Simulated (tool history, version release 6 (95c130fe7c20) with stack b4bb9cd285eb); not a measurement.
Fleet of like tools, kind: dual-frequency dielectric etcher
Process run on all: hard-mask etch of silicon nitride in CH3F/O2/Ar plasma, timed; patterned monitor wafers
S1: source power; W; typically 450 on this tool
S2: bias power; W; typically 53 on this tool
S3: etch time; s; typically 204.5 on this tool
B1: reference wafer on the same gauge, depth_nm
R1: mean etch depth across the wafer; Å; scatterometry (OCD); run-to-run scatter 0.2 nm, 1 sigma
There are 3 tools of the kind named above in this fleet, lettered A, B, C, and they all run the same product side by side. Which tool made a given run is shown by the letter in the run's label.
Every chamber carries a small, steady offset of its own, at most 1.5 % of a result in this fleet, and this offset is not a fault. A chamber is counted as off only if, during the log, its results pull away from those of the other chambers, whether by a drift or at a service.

run,day,S1,S2,S3,B1,R1
1C,0.146,450,53,204.5,161,1362.4
2B,0.262,450,53,204.5,160.92,1367.5
3A,0.346,450,53,204.5,160.88,1366.3
4A,0.467,450,53,204.5,160.86,1365.3
5C,0.554,450,53,177.5,160.9,1183.2
6B,0.696,450,53,177.5,160.85,1185.3
7C,0.867,450,53,177.5,160.8,1180.8
8B,1.038,450,53,204.5,160.71,1369.3
9A,1.175,450,53,204.5,160.82,1368.1
10A,1.283,450,53,229.5,160.71,1530.1
11C,1.454,450,53,229.5,160.72,1529.6
12B,1.633,450,53,229.5,160.59,1537.4
13A,1.808,450,53,204.5,160.55,1358.1
14C,1.938,450,53,204.5,160.52,1359.7
15B,2.033,450,53,204.5,160.52,1365.9
16C,2.196,450,53,204.5,160.5,1357.3
17B,2.375,370,53,204.5,160.47,1263.3
18A,2.546,370,53,204.5,160.43,1259.9
19C,2.683,370,53,204.5,160.43,1257.6
20B,2.783,450,60,204.5,160.34,1414.6
21A,2.875,450,60,204.5,160.27,1413.4
22C,2.996,450,60,204.5,160.28,1414.8
23B,3.15,450,53,204.5,160.25,1360.5
24A,3.25,450,53,204.5,160.19,1357.6
25B,3.35,450,53,204.5,160.17,1361.7
26C,3.525,450,53,204.5,160.22,1354.9
27A,3.704,450,53,204.5,160.12,1357
28A,3.796,450,63,204.5,160.16,1434.4
29C,3.938,450,63,204.5,160.05,1435.6
30B,4.029,450,63,204.5,160.04,1437.5
31B,4.142,450,53,204.5,160.11,1360.1

All 3 chambers run these settings next. Forecast each chamber's results:
32A,4.271,450,53,249.5,,?
32B,4.271,450,53,249.5,,?
32C,4.271,450,53,249.5,,?

run,R1
32A,1655.5
32B,1664.8
32C,1654.2
